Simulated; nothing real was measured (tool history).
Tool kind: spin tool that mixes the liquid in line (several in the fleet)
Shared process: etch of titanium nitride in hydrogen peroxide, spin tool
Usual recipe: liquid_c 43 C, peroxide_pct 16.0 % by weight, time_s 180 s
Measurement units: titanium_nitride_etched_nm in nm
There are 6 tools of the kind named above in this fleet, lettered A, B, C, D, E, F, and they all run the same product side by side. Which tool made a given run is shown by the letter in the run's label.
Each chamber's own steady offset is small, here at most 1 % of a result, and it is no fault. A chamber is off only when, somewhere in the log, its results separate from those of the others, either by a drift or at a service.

run    day  liquid_c  peroxide_pct  time_s  hours since the thermometer was replaced  hours since the peroxide flow meter was replaced  hours since the heated supply line was repaired  hours since the drum of peroxide was connected  read-back film thickness of the titanium nitride reference wafer, read on the same gauge (nm)  titanium_nitride_etched_nm
 1E  0.138        43          16.0     180                                     226.7                                             762.8                                             48.9                                           798.0                                                                                         79.982                      2.8266
     0.162  -- chamber E: new drum of peroxide connected
 2A  0.275        43          16.0     180                                    1034.9                                            1283.1                                            214.2                                           293.9                                                                                         79.991                      2.7556
     0.325  -- chamber B: new drum of peroxide connected
 3C  0.529        43          16.0     180                                    1291.9                                            1030.7                                            206.9                                           376.7                                                                                         80.007                      2.7478
 4B  0.800        43          16.0     180                                     300.2                                              93.8                                            696.2                                            11.5                                                                                         79.995                      2.7370
 5D  1.000        43          16.0     180                                    1135.7                                             900.1                                           2553.4                                            68.9                                                                                         79.998                      2.6413
 6F  1.179        43          19.0      80                                    1999.7                                             277.7                                            462.0                                           586.3                                                                                         79.995                      1.2565
 7F  1.396        43          19.0      80                                    2004.9                                             282.9                                            467.2                                           591.5                                                                                         79.999                      1.2603
 8D  1.658        43          19.0      80                                    1151.5                                             915.9                                           2569.2                                            84.7                                                                                         80.015                      1.2344
 9B  1.808        43          19.0      80                                     324.4                                             118.0                                            720.4                                            35.7                                                                                         80.011                      1.2652
10E  2.079        43          19.0      80                                     273.3                                             809.4                                             95.5                                            46.0                                                                                         80.012                      1.2570
11C  2.308        43          19.0      80                                    1334.6                                            1073.4                                            249.6                                           419.4                                                                                         79.987                      1.2542
12A  2.579        43          16.0     180                                    1090.2                                            1338.4                                            269.5                                           349.2                                                                                         79.996                      2.6869
13F  2.850        43          16.0     180                                    2039.8                                             317.8                                            502.1                                           626.4                                                                                         80.009                      2.7243
14E  3.138        43          16.0     180                                     298.7                                             834.8                                            120.9                                            71.4                                                                                         80.018                      2.7319
15B  3.379        43          16.0     180                                     362.1                                             155.7                                            758.1                                            73.4                                                                                         80.008                      2.6583
16D  3.583        43          16.0     180                                    1197.7                                             962.1                                           2615.4                                           130.9                                                                                         79.993                      2.6825
17A  3.838        43          16.0     140                                    1120.4                                            1368.6                                            299.7                                           379.4                                                                                         79.998                      2.1146
18C  4.104        43          16.0     140                                    1377.7                                            1116.5                                            292.7                                           462.5                                                                                         80.005                      2.1235
19C  4.300        43          16.0     140                                    1382.4                                            1121.2                                            297.4                                           467.2                                                                                         80.001                      2.1309
20E  4.575        43          16.0     140                                     333.2                                             869.3                                            155.4                                           105.9                                                                                         79.992                      2.0587
21B  4.883        43          16.0     140                                     398.2                                             191.8                                            794.2                                           109.5                                                                                         79.984                      1.9907
22F  5.038        43          16.0     140                                    2092.3                                             370.3                                            554.6                                           678.9                                                                                         80.000                      2.0892
23D  5.288        43          16.0     180                                    1238.6                                            1003.0                                           2656.3                                           171.8                                                                                         80.007                      2.7178
24A  5.450        43          16.0     180                                    1159.1                                            1407.3                                            338.4                                           418.1                                                                                         79.997                      2.7317
25D  5.712        43          12.0     105                                    1248.8                                            1013.2                                           2666.5                                           182.0                                                                                         79.995                      1.4827
26B  5.979        43          12.0     105                                     424.5                                             218.1                                            820.5                                           135.8                                                                                         79.997                      1.3384
27A  6.188        43          12.0     105                                    1176.8                                            1425.0                                            356.1                                           435.8                                                                                         79.984                      1.4895
     6.212  -- chamber A: new drum of peroxide connected
     6.308  -- chamber F: new drum of peroxide connected
28F  6.383        43          12.0     105                                    2124.6                                             402.6                                            586.9                                             1.9                                                                                         79.994                      1.5066
29E  6.604        43          12.0     105                                     381.9                                             918.0                                            204.1                                           154.6                                                                                         80.001                      1.5135
30C  6.888        43          12.0     105                                    1444.5                                            1183.3                                            359.5                                           529.3                                                                                         79.987                      1.5002
31D  7.108        43          16.0     180                                    1282.3                                            1046.7                                           2700.0                                           215.5                                                                                         79.978                      2.7252
32E  7.346        43          16.0     180                                     399.7                                             935.8                                            221.9                                           172.4                                                                                         79.999                      2.7051
33C  7.583        43          20.5     180                                    1461.2                                            1200.0                                            376.2                                           546.0                                                                                         79.993                      2.8850
34F  7.838        43          20.5     180                                    2159.5                                             437.5                                            621.8                                            36.8                                                                                         80.002                      2.8776
35B  8.038        43          20.5     180                                     473.9                                             267.5                                            869.9                                           185.2                                                                                         79.998                      2.4774
36A  8.304        43          20.5     180                                    1227.6                                            1475.8                                            406.9                                            50.2                                                                                         80.002                      2.9554
37C  8.571        43          20.5     180                                    1484.9                                            1223.7                                            399.9                                           569.7                                                                                         80.018                      2.8688

Is one chamber out of step, is the gauge drifting, or do the chambers differ by no more than their own small offsets? For an off chamber, give its letter and the likeliest cause.

Chamber B drifts away from the others.
Likeliest cause: liquid colder than its thermometer reads (K) = 2.53.
From this log alone, it may not be told apart from: temperature lost on the way to the wafer (K).

Here are 4 candidates for chamber B's next run, each the usual settings with a change, their results left as question marks. Which one brings its results back in line with what the others give on the usual settings?
To be in line, a result may differ from the other chambers' mean on the usual settings by at most: titanium_nitride_etched_nm 0.1300 nm
38B-1  8.796      44.5          16.0     195                                                                                                                                                                                                                                                                                                                       ?
38B-2  8.796      40.0          16.0     155                                                                                                                                                                                                                                                                                                                       ?
38B-3  8.796      46.0          16.0     210                                                                                                                                                                                                                                                                                                                       ?
38B-4  8.796      40.5          16.0     180                                                                                                                                                                                                                                                                                                                       ?

Mean of the other chambers on the usual settings: titanium_nitride_etched_nm 2.7260 nm
  run  titanium_nitride_etched_nm
38B-1                      2.7371
38B-2                      1.5310
38B-3                      3.3091
38B-4                      1.8487
The answer is 38B-1, which returns the chamber to within the allowed miss of the others.

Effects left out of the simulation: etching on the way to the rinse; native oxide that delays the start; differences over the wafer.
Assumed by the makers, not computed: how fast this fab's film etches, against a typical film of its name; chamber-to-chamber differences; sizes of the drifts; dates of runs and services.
